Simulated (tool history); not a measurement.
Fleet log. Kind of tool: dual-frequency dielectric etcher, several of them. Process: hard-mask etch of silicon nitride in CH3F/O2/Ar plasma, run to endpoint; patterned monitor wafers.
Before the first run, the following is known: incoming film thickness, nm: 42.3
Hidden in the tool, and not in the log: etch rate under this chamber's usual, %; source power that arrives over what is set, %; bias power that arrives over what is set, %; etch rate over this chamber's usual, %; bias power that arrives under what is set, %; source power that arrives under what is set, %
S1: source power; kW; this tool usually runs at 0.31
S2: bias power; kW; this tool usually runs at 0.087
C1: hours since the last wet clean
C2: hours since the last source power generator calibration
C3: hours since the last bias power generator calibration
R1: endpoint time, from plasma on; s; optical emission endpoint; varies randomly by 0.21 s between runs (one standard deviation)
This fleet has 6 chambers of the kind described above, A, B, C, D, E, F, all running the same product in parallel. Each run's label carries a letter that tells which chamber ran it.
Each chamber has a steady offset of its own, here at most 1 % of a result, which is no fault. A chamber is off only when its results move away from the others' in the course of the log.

{"hour": 0.5, "done": "chamber D: wet clean of the chamber"}
{"run": "1F", "hour": 9.1, "S1": 0.31, "S2": 0.087, "C1": 136.4, "C2": 791.6, "C3": 3100.8, "R1": 62.529}
{"run": "2D", "hour": 22.6, "S1": 0.31, "S2": 0.087, "C1": 22.2, "C2": 5198.6, "C3": 3738.2, "R1": 62.434}
{"run": "3B", "hour": 33.2, "S1": 0.31, "S2": 0.087, "C1": 336, "C2": 1778.5, "C3": 1371.2, "R1": 62.964}
{"run": "4E", "hour": 44.1, "S1": 0.31, "S2": 0.087, "C1": 320.2, "C2": 1078.5, "C3": 2543.6, "R1": 62.704}
{"run": "5A", "hour": 53.8, "S1": 0.31, "S2": 0.087, "C1": 377.3, "C2": 2548.7, "C3": 2158.5, "R1": 63.764}
{"run": "6C", "hour": 62.6, "S1": 0.31, "S2": 0.087, "C1": 106.8, "C2": 281.5, "C3": 813.9, "R1": 63.055}
{"run": "7A", "hour": 72.2, "S1": 0.31, "S2": 0.087, "C1": 395.7, "C2": 2567.1, "C3": 2176.9, "R1": 63.47}
{"run": "8F", "hour": 83.2, "S1": 0.31, "S2": 0.087, "C1": 210.5, "C2": 865.7, "C3": 3174.9, "R1": 62.706}
{"run": "9E", "hour": 96.3, "S1": 0.31, "S2": 0.087, "C1": 372.4, "C2": 1130.7, "C3": 2595.8, "R1": 63.265}
{"run": "10B", "hour": 103.9, "S1": 0.31, "S2": 0.087, "C1": 406.7, "C2": 1849.2, "C3": 1441.9, "R1": 63.537}
{"run": "11C", "hour": 118.0, "S1": 0.31, "S2": 0.087, "C1": 162.2, "C2": 336.9, "C3": 869.3, "R1": 62.943}
{"run": "12D", "hour": 132.2, "S1": 0.31, "S2": 0.087, "C1": 131.8, "C2": 5308.2, "C3": 3847.8, "R1": 62.599}
{"run": "13D", "hour": 138.7, "S1": 0.31, "S2": 0.087, "C1": 138.3, "C2": 5314.7, "C3": 3854.3, "R1": 62.605}
{"run": "14E", "hour": 148.3, "S1": 0.31, "S2": 0.087, "C1": 424.4, "C2": 1182.7, "C3": 2647.8, "R1": 62.908}
{"run": "15A", "hour": 154.9, "S1": 0.31, "S2": 0.087, "C1": 478.4, "C2": 2649.8, "C3": 2259.6, "R1": 63.309}
{"run": "16C", "hour": 164.7, "S1": 0.31, "S2": 0.087, "C1": 208.9, "C2": 383.6, "C3": 916, "R1": 62.949}
{"run": "17B", "hour": 172.2, "S1": 0.31, "S2": 0.087, "C1": 475, "C2": 1917.5, "C3": 1510.2, "R1": 63.11}
{"run": "18F", "hour": 184.8, "S1": 0.28, "S2": 0.087, "C1": 312.1, "C2": 967.3, "C3": 3276.5, "R1": 65.214}
{"run": "19D", "hour": 195.9, "S1": 0.28, "S2": 0.087, "C1": 195.5, "C2": 5371.9, "C3": 3911.5, "R1": 64.853}
{"run": "20F", "hour": 206.0, "S1": 0.28, "S2": 0.087, "C1": 333.3, "C2": 988.5, "C3": 3297.7, "R1": 65.333}
{"run": "21C", "hour": 215.5, "S1": 0.28, "S2": 0.087, "C1": 259.7, "C2": 434.4, "C3": 966.8, "R1": 65.64}
{"run": "22E", "hour": 224.4, "S1": 0.28, "S2": 0.087, "C1": 500.5, "C2": 1258.8, "C3": 2723.9, "R1": 65.802}
{"run": "23A", "hour": 231.7, "S1": 0.28, "S2": 0.087, "C1": 555.2, "C2": 2726.6, "C3": 2336.4, "R1": 65.925}
{"hour": 233.6, "done": "chamber B: wet clean of the chamber"}
{"run": "24B", "hour": 239.9, "S1": 0.31, "S2": 0.102, "C1": 6.4, "C2": 1985.2, "C3": 1577.9, "R1": 59.108}
{"run": "25F", "hour": 250.3, "S1": 0.31, "S2": 0.102, "C1": 377.6, "C2": 1032.8, "C3": 3342, "R1": 59.08}
{"run": "26D", "hour": 259.1, "S1": 0.31, "S2": 0.102, "C1": 258.7, "C2": 5435.1, "C3": 3974.7, "R1": 59.274}
{"hour": 264.8, "done": "chamber D: bias power generator calibrated"}
{"run": "27C", "hour": 265.6, "S1": 0.31, "S2": 0.102, "C1": 309.8, "C2": 484.5, "C3": 1016.9, "R1": 59.447}
{"run": "28E", "hour": 276.0, "S1": 0.31, "S2": 0.102, "C1": 552.1, "C2": 1310.4, "C3": 2775.5, "R1": 60.028}
{"run": "29A", "hour": 289.0, "S1": 0.31, "S2": 0.102, "C1": 612.5, "C2": 2783.9, "C3": 2393.7, "R1": 59.629}
{"run": "30B", "hour": 302.0, "S1": 0.31, "S2": 0.087, "C1": 68.5, "C2": 2047.3, "C3": 1640, "R1": 63.392}
{"hour": 314.6, "done": "chamber A: wet clean of the chamber"}
{"run": "31F", "hour": 316.1, "S1": 0.31, "S2": 0.087, "C1": 443.4, "C2": 1098.6, "C3": 3407.8, "R1": 62.797}
{"run": "32E", "hour": 328.3, "S1": 0.34, "S2": 0.073, "C1": 604.4, "C2": 1362.7, "C3": 2827.8, "R1": 65.353}
{"run": "33C", "hour": 342.4, "S1": 0.34, "S2": 0.073, "C1": 386.6, "C2": 561.3, "C3": 1093.7, "R1": 64.928}
{"run": "34A", "hour": 352.1, "S1": 0.34, "S2": 0.073, "C1": 37.5, "C2": 2847, "C3": 2456.8, "R1": 65.359}
{"run": "35B", "hour": 364.9, "S1": 0.34, "S2": 0.073, "C1": 131.4, "C2": 2110.2, "C3": 1702.9, "R1": 65.05}
{"run": "36D", "hour": 373.9, "S1": 0.34, "S2": 0.073, "C1": 373.5, "C2": 5549.9, "C3": 109.1, "R1": 64.488}
{"hour": 385.2, "done": "chamber B: source power generator calibrated"}
{"run": "37A", "hour": 387.6, "S1": 0.34, "S2": 0.073, "C1": 73, "C2": 2882.5, "C3": 2492.3, "R1": 65.06}
{"run": "38B", "hour": 396.3, "S1": 0.31, "S2": 0.087, "C1": 162.8, "C2": 11.2, "C3": 1734.3, "R1": 63.167}

Read the log: is a single chamber off, either drifting away or since a service, is the gauge that measures every chamber drifting, or is nothing wrong beyond small per-chamber offsets? Name any odd chamber and what most likely caused it.

Little by little, chamber E moves away from the other chambers.
What lies behind it: etch rate under this chamber's usual, % = 2.09.
With only this log, it may be confused with: source power that arrives under what is set, %; bias power that arrives under what is set, %.

Below are 4 candidate recipes for chamber E's next run, each the usual settings with a change, their results shown as question marks. Which of them brings E's results back in line with what the other chambers give on the usual settings?
In line here means within this much of the mean the other chambers give on the usual settings: R1 0.73 s
{"run": "39E-1", "hour": 406.6, "S1": 0.31, "S2": 0.078, "R1": "?"}
{"run": "39E-2", "hour": 406.6, "S1": 0.31, "S2": 0.091, "R1": "?"}
{"run": "39E-3", "hour": 406.6, "S1": 0.31, "S2": 0.083, "R1": "?"}
{"run": "39E-4", "hour": 406.6, "S1": 0.31, "S2": 0.096, "R1": "?"}

On the usual settings, the other chambers give on average: R1 62.994 s
run=39E-1 R1=66.573
run=39E-2 R1=63.027
run=39E-3 R1=65.134
run=39E-4 R1=61.816
39E-2 brings the chamber back in line.
